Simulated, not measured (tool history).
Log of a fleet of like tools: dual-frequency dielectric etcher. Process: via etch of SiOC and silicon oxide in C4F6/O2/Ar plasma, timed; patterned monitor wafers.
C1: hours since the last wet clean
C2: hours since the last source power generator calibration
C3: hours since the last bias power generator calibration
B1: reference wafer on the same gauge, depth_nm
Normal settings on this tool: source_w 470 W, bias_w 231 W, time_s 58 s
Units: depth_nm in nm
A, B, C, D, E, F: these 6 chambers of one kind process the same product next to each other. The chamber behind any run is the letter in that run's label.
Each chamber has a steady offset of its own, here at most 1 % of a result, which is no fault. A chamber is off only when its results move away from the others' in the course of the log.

Run 1B, hour 3.3: usual settings; C1 324.7; C2 2869.3; C3 358.6; B1 69.255. Result: depth_nm 75.081 nm.
Run 2E, hour 9.2: usual settings; C1 527; C2 1441.8; C3 3483.3; B1 69.349. Result: depth_nm 75.462 nm.
Run 3A, hour 13.9: usual settings; C1 321.9; C2 1427.4; C3 3247.2; B1 69.311. Result: depth_nm 76.274 nm.
Run 4D, hour 17.3: usual settings; C1 245; C2 248.6; C3 2543; B1 69.321. Result: depth_nm 75.338 nm.
Run 5C, hour 21.2: usual settings; C1 198.8; C2 1970.1; C3 168.6; B1 69.281. Result: depth_nm 76.342 nm.
Run 6F, hour 26.9: usual settings; C1 265.3; C2 1506.4; C3 1153.6; B1 69.296. Result: depth_nm 75.048 nm.
Run 7B, hour 31: usual settings; C1 352.4; C2 2897; C3 386.3; B1 69.29. Result: depth_nm 75.167 nm.
Run 8A, hour 36.9: usual settings; C1 344.9; C2 1450.4; C3 3270.2; B1 69.28. Result: depth_nm 76.294 nm.
At hour 39.7: chamber B: wet clean of the chamber.
Run 9C, hour 43.1: usual settings but source_w 540 W, bias_w 261 W; C1 220.7; C2 1992; C3 190.5; B1 69.297. Result: depth_nm 83.948 nm.
Run 10F, hour 48.4: usual settings but source_w 540 W, bias_w 261 W; C1 286.8; C2 1527.9; C3 1175.1; B1 69.298. Result: depth_nm 82.737 nm.
At hour 49.2: chamber E: bias power generator calibrated.
Run 11D, hour 55.5: usual settings but source_w 540 W, bias_w 261 W; C1 283.2; C2 286.8; C3 2581.2; B1 69.325. Result: depth_nm 82.696 nm.
Run 12E, hour 60.5: usual settings but source_w 540 W, bias_w 261 W; C1 578.3; C2 1493.1; C3 11.4; B1 69.316. Result: depth_nm 83.024 nm.
Run 13F, hour 66.2: usual settings but source_w 540 W, bias_w 261 W; C1 304.6; C2 1545.7; C3 1192.9; B1 69.278. Result: depth_nm 82.401 nm.
At hour 71.5: chamber E: wet clean of the chamber.
Run 14B, hour 71.6: usual settings but source_w 540 W, bias_w 261 W; C1 31.9; C2 2937.6; C3 426.9; B1 69.245. Result: depth_nm 82.646 nm.
Run 15C, hour 75.7: usual settings but source_w 510 W; C1 253.3; C2 2024.6; C3 223.1; B1 69.346. Result: depth_nm 78.338 nm.
At hour 76.8: chamber A: wet clean of the chamber.
Run 16E, hour 83: usual settings but source_w 510 W; C1 11.5; C2 1515.6; C3 33.9; B1 69.293. Result: depth_nm 75.938 nm.
Run 17A, hour 89: usual settings but source_w 510 W; C1 12.3; C2 1502.5; C3 3322.3; B1 69.286. Result: depth_nm 78.356 nm.
Run 18D, hour 94.3: usual settings but source_w 510 W; C1 322; C2 325.6; C3 2620; B1 69.287. Result: depth_nm 77.988 nm.
Run 19B, hour 101.5: usual settings but source_w 510 W; C1 61.8; C2 2967.5; C3 456.8; B1 69.315. Result: depth_nm 77.342 nm.
Run 20C, hour 106.1: usual settings but source_w 510 W; C1 283.7; C2 2055; C3 253.5; B1 69.311. Result: depth_nm 78.249 nm.
Run 21A, hour 110.7: usual settings; C1 34; C2 1524.2; C3 3344; B1 69.326. Result: depth_nm 76.162 nm.
Run 22D, hour 115: usual settings; C1 342.7; C2 346.3; C3 2640.7; B1 69.34. Result: depth_nm 75.777 nm.
At hour 116.4: chamber B: source power generator calibrated.
Run 23E, hour 120: usual settings; C1 48.5; C2 1552.6; C3 70.9; B1 69.314. Result: depth_nm 73.621 nm.
Run 24F, hour 123.2: usual settings; C1 361.6; C2 1602.7; C3 1249.9; B1 69.309. Result: depth_nm 75.295 nm.
Run 25D, hour 126.4: usual settings; C1 354.1; C2 357.7; C3 2652.1; B1 69.292. Result: depth_nm 75.675 nm.
Run 26A, hour 132.9: usual settings but bias_w 283 W; C1 56.2; C2 1546.4; C3 3366.2; B1 69.281. Result: depth_nm 81.978 nm.
Run 27C, hour 137.6: usual settings but bias_w 283 W; C1 315.2; C2 2086.5; C3 285; B1 69.279. Result: depth_nm 81.657 nm.
Run 28E, hour 143: usual settings but bias_w 283 W; C1 71.5; C2 1575.6; C3 93.9; B1 69.294. Result: depth_nm 79.458 nm.
Run 29B, hour 150: usual settings but bias_w 283 W; C1 110.3; C2 33.7; C3 505.3; B1 69.299. Result: depth_nm 80.494 nm.
Run 30F, hour 157.3: usual settings but bias_w 283 W; C1 395.7; C2 1636.8; C3 1284; B1 69.294. Result: depth_nm 80.531 nm.
Run 31D, hour 163.5: usual settings but bias_w 283 W; C1 391.2; C2 394.8; C3 2689.2; B1 69.309. Result: depth_nm 80.787 nm.
Run 32F, hour 170.6: usual settings; C1 409; C2 1650.1; C3 1297.3; B1 69.352. Result: depth_nm 74.874 nm.
Run 33A, hour 177.4: usual settings; C1 100.7; C2 1590.9; C3 3410.7; B1 69.336. Result: depth_nm 75.79 nm.
Run 34E, hour 182.2: usual settings; C1 110.7; C2 1614.8; C3 133.1; B1 69.267. Result: depth_nm 73.802 nm.
Run 35B, hour 188: usual settings but bias_w 288 W, time_s 67.5 s; C1 148.3; C2 71.7; C3 543.3; B1 69.309. Result: depth_nm 93.93 nm.
Run 36C, hour 194.3: usual settings but bias_w 288 W, time_s 67.5 s; C1 371.9; C2 2143.2; C3 341.7; B1 69.286. Result: depth_nm 95.554 nm.
Run 37B, hour 201.3: usual settings but bias_w 288 W, time_s 67.5 s; C1 161.6; C2 85; C3 556.6; B1 69.32. Result: depth_nm 94.354 nm.

One chamber off, gauge drift, or nothing amiss beyond the chambers' own small offsets? If it is a chamber, which one, and what is the likeliest cause?

The work done on chamber E during a service left it standing apart from the others.
What lies behind it: etch rate under this chamber's usual, % = 1.74.

Here are 4 candidates for chamber E's next run, each the usual settings with a change, their results left as question marks. Which one brings its results back in line with what the others give on the usual settings?
In line here means within this much of the mean the other chambers give on the usual settings: depth_nm 0.66 nm
Run 38E-1, hour 206.6: usual settings but source_w 450 W, bias_w 224 W. Result: depth_nm ?.
Run 38E-2, hour 206.6: usual settings but time_s 59.5 s. Result: depth_nm ?.
Run 38E-3, hour 206.6: usual settings but source_w 480 W, time_s 60.5 s. Result: depth_nm ?.
Run 38E-4, hour 206.6: usual settings but bias_w 199 W. Result: depth_nm ?.

Mean of the other chambers on the usual settings: depth_nm 75.623 nm
  run  depth_nm
38E-1    71.853
38E-2     75.73
38E-3    77.624
38E-4    70.225
Change 38E-2 lands the chamber within the allowed miss of the other chambers.
